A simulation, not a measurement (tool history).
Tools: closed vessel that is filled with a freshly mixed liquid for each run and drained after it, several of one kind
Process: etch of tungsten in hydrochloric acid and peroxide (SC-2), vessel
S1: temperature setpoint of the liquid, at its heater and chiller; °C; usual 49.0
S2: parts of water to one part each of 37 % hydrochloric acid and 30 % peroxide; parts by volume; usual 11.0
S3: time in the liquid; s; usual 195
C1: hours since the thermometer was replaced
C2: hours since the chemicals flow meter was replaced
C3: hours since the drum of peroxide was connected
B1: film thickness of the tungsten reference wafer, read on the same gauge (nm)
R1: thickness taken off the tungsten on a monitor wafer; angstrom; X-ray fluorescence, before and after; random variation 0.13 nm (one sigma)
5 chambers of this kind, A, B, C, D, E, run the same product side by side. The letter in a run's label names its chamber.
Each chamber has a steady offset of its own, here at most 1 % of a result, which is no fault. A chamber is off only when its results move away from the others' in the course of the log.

{"run": "1C", "hour": 8.7, "S1": 49.0, "S2": 11.0, "S3": 195, "C1": 257.4, "C2": 665.0, "C3": 637.7, "B1": 150.0, "R1": 189.57}
{"hour": 18.5, "done": "chamber B: chemicals flow meter replaced"}
{"run": "2D", "hour": 18.8, "S1": 49.0, "S2": 11.0, "S3": 195, "C1": 1586.8, "C2": 671.4, "C3": 589.6, "B1": 149.99, "R1": 189.95}
{"run": "3E", "hour": 28.0, "S1": 49.0, "S2": 11.0, "S3": 195, "C1": 515.1, "C2": 179.3, "C3": 1002.0, "B1": 150.0, "R1": 190.03}
{"run": "4B", "hour": 37.9, "S1": 49.0, "S2": 11.0, "S3": 195, "C1": 530.6, "C2": 19.4, "C3": 521.5, "B1": 149.97, "R1": 188.86}
{"run": "5A", "hour": 43.9, "S1": 49.0, "S2": 11.0, "S3": 195, "C1": 615.5, "C2": 175.4, "C3": 309.5, "B1": 150.01, "R1": 191.91}
{"run": "6C", "hour": 50.5, "S1": 49.0, "S2": 11.0, "S3": 195, "C1": 299.2, "C2": 706.8, "C3": 679.5, "B1": 150.01, "R1": 188.23}
{"run": "7E", "hour": 59.3, "S1": 49.0, "S2": 11.0, "S3": 195, "C1": 546.4, "C2": 210.6, "C3": 1033.3, "B1": 149.99, "R1": 189.35}
{"run": "8D", "hour": 71.2, "S1": 49.0, "S2": 11.0, "S3": 195, "C1": 1639.2, "C2": 723.8, "C3": 642.0, "B1": 149.98, "R1": 190.13}
{"run": "9B", "hour": 77.4, "S1": 53.5, "S2": 11.0, "S3": 110, "C1": 570.1, "C2": 58.9, "C3": 561.0, "B1": 150.03, "R1": 143.96}
{"run": "10A", "hour": 88.7, "S1": 53.5, "S2": 11.0, "S3": 110, "C1": 660.3, "C2": 220.2, "C3": 354.3, "B1": 150.0, "R1": 144.97}
{"run": "11C", "hour": 99.3, "S1": 53.5, "S2": 11.0, "S3": 110, "C1": 348.0, "C2": 755.6, "C3": 728.3, "B1": 150.01, "R1": 144.57}
{"run": "12E", "hour": 107.1, "S1": 53.5, "S2": 11.0, "S3": 110, "C1": 594.2, "C2": 258.4, "C3": 1081.1, "B1": 149.99, "R1": 143.92}
{"run": "13D", "hour": 115.3, "S1": 53.5, "S2": 11.0, "S3": 110, "C1": 1683.3, "C2": 767.9, "C3": 686.1, "B1": 149.99, "R1": 146.43}
{"run": "14B", "hour": 125.8, "S1": 49.0, "S2": 9.5, "S3": 195, "C1": 618.5, "C2": 107.3, "C3": 609.4, "B1": 149.98, "R1": 216.58}
{"run": "15A", "hour": 133.8, "S1": 49.0, "S2": 9.5, "S3": 195, "C1": 705.4, "C2": 265.3, "C3": 399.4, "B1": 150.01, "R1": 212.96}
{"run": "16B", "hour": 142.2, "S1": 49.0, "S2": 9.5, "S3": 195, "C1": 634.9, "C2": 123.7, "C3": 625.8, "B1": 149.99, "R1": 215.0}
{"run": "17D", "hour": 152.3, "S1": 49.0, "S2": 9.5, "S3": 195, "C1": 1720.3, "C2": 804.9, "C3": 723.1, "B1": 150.02, "R1": 213.44}
{"run": "18E", "hour": 162.6, "S1": 49.0, "S2": 9.5, "S3": 195, "C1": 649.7, "C2": 313.9, "C3": 1136.6, "B1": 149.99, "R1": 214.09}
{"run": "19A", "hour": 172.5, "S1": 54.0, "S2": 11.0, "S3": 250, "C1": 744.1, "C2": 304.0, "C3": 438.1, "B1": 149.99, "R1": 340.57}
{"run": "20C", "hour": 181.2, "S1": 54.0, "S2": 11.0, "S3": 250, "C1": 429.9, "C2": 837.5, "C3": 810.2, "B1": 149.99, "R1": 338.86}
{"run": "21D", "hour": 188.0, "S1": 54.0, "S2": 11.0, "S3": 250, "C1": 1756.0, "C2": 840.6, "C3": 758.8, "B1": 149.99, "R1": 339.12}
{"run": "22C", "hour": 201.2, "S1": 54.0, "S2": 11.0, "S3": 250, "C1": 449.9, "C2": 857.5, "C3": 830.2, "B1": 150.01, "R1": 337.78}
{"run": "23B", "hour": 206.9, "S1": 54.0, "S2": 11.0, "S3": 250, "C1": 699.6, "C2": 188.4, "C3": 690.5, "B1": 149.99, "R1": 336.34}
{"run": "24A", "hour": 213.7, "S1": 49.0, "S2": 11.0, "S3": 195, "C1": 785.3, "C2": 345.2, "C3": 479.3, "B1": 150.02, "R1": 191.56}
{"run": "25E", "hour": 222.3, "S1": 49.0, "S2": 11.0, "S3": 195, "C1": 709.4, "C2": 373.6, "C3": 1196.3, "B1": 150.01, "R1": 191.23}
{"run": "26A", "hour": 228.4, "S1": 49.0, "S2": 11.0, "S3": 195, "C1": 800.0, "C2": 359.9, "C3": 494.0, "B1": 150.0, "R1": 189.0}
{"run": "27E", "hour": 234.4, "S1": 49.0, "S2": 11.0, "S3": 195, "C1": 721.5, "C2": 385.7, "C3": 1208.4, "B1": 149.99, "R1": 190.55}
{"run": "28C", "hour": 243.3, "S1": 49.0, "S2": 11.0, "S3": 195, "C1": 492.0, "C2": 899.6, "C3": 872.3, "B1": 150.01, "R1": 191.73}
{"run": "29B", "hour": 254.8, "S1": 49.0, "S2": 11.0, "S3": 195, "C1": 747.5, "C2": 236.3, "C3": 738.4, "B1": 150.0, "R1": 188.77}
{"hour": 258.0, "done": "chamber E: new drum of peroxide connected"}
{"run": "30D", "hour": 266.7, "S1": 49.0, "S2": 11.0, "S3": 195, "C1": 1834.7, "C2": 919.3, "C3": 837.5, "B1": 150.01, "R1": 188.6}
{"run": "31A", "hour": 277.0, "S1": 49.0, "S2": 11.0, "S3": 195, "C1": 848.6, "C2": 408.5, "C3": 542.6, "B1": 150.01, "R1": 187.91}
{"run": "32B", "hour": 284.8, "S1": 49.0, "S2": 11.0, "S3": 195, "C1": 777.5, "C2": 266.3, "C3": 768.4, "B1": 149.99, "R1": 190.68}
{"run": "33D", "hour": 298.0, "S1": 49.0, "S2": 11.0, "S3": 195, "C1": 1866.0, "C2": 950.6, "C3": 868.8, "B1": 149.99, "R1": 188.68}
{"run": "34C", "hour": 305.5, "S1": 49.0, "S2": 11.0, "S3": 195, "C1": 554.2, "C2": 961.8, "C3": 934.5, "B1": 150.01, "R1": 195.84}
{"run": "35E", "hour": 315.0, "S1": 49.0, "S2": 11.0, "S3": 195, "C1": 802.1, "C2": 466.3, "C3": 57.0, "B1": 150.01, "R1": 190.19}
{"run": "36E", "hour": 322.2, "S1": 49.0, "S2": 11.0, "S3": 195, "C1": 809.3, "C2": 473.5, "C3": 64.2, "B1": 149.99, "R1": 186.79}
{"run": "37C", "hour": 335.4, "S1": 49.0, "S2": 11.0, "S3": 195, "C1": 584.1, "C2": 991.7, "C3": 964.4, "B1": 150.01, "R1": 195.71}
{"run": "38B", "hour": 341.4, "S1": 49.0, "S2": 11.0, "S3": 195, "C1": 834.1, "C2": 322.9, "C3": 825.0, "B1": 150.01, "R1": 188.72}
{"run": "39A", "hour": 348.8, "S1": 49.0, "S2": 11.0, "S3": 195, "C1": 920.4, "C2": 480.3, "C3": 614.4, "B1": 149.98, "R1": 188.53}
{"run": "40D", "hour": 354.5, "S1": 49.0, "S2": 11.0, "S3": 195, "C1": 1922.5, "C2": 1007.1, "C3": 925.3, "B1": 150.0, "R1": 187.69}
{"run": "41C", "hour": 361.0, "S1": 49.0, "S2": 11.0, "S3": 195, "C1": 609.7, "C2": 1017.3, "C3": 990.0, "B1": 149.98, "R1": 194.15}
{"hour": 372.1, "done": "chamber D: new drum of peroxide connected"}
{"run": "42B", "hour": 372.5, "S1": 49.0, "S2": 11.0, "S3": 195, "C1": 865.2, "C2": 354.0, "C3": 856.1, "B1": 150.01, "R1": 189.32}
{"run": "43D", "hour": 381.3, "S1": 49.0, "S2": 11.0, "S3": 195, "C1": 1949.3, "C2": 1033.9, "C3": 9.3, "B1": 150.02, "R1": 189.63}

All 5 chambers run these settings next. Forecast each chamber's results:
{"run": "44A", "hour": 390.8, "S1": 49.0, "S2": 11.0, "S3": 195, "R1": "?"}
{"run": "44B", "hour": 390.8, "S1": 49.0, "S2": 11.0, "S3": 195, "R1": "?"}
{"run": "44C", "hour": 390.8, "S1": 49.0, "S2": 11.0, "S3": 195, "R1": "?"}
{"run": "44D", "hour": 390.8, "S1": 49.0, "S2": 11.0, "S3": 195, "R1": "?"}
{"run": "44E", "hour": 390.8, "S1": 49.0, "S2": 11.0, "S3": 195, "R1": "?"}

run=44A R1=189.91
run=44B R1=189.30
run=44C R1=198.74
run=44D R1=190.60
run=44E R1=191.15
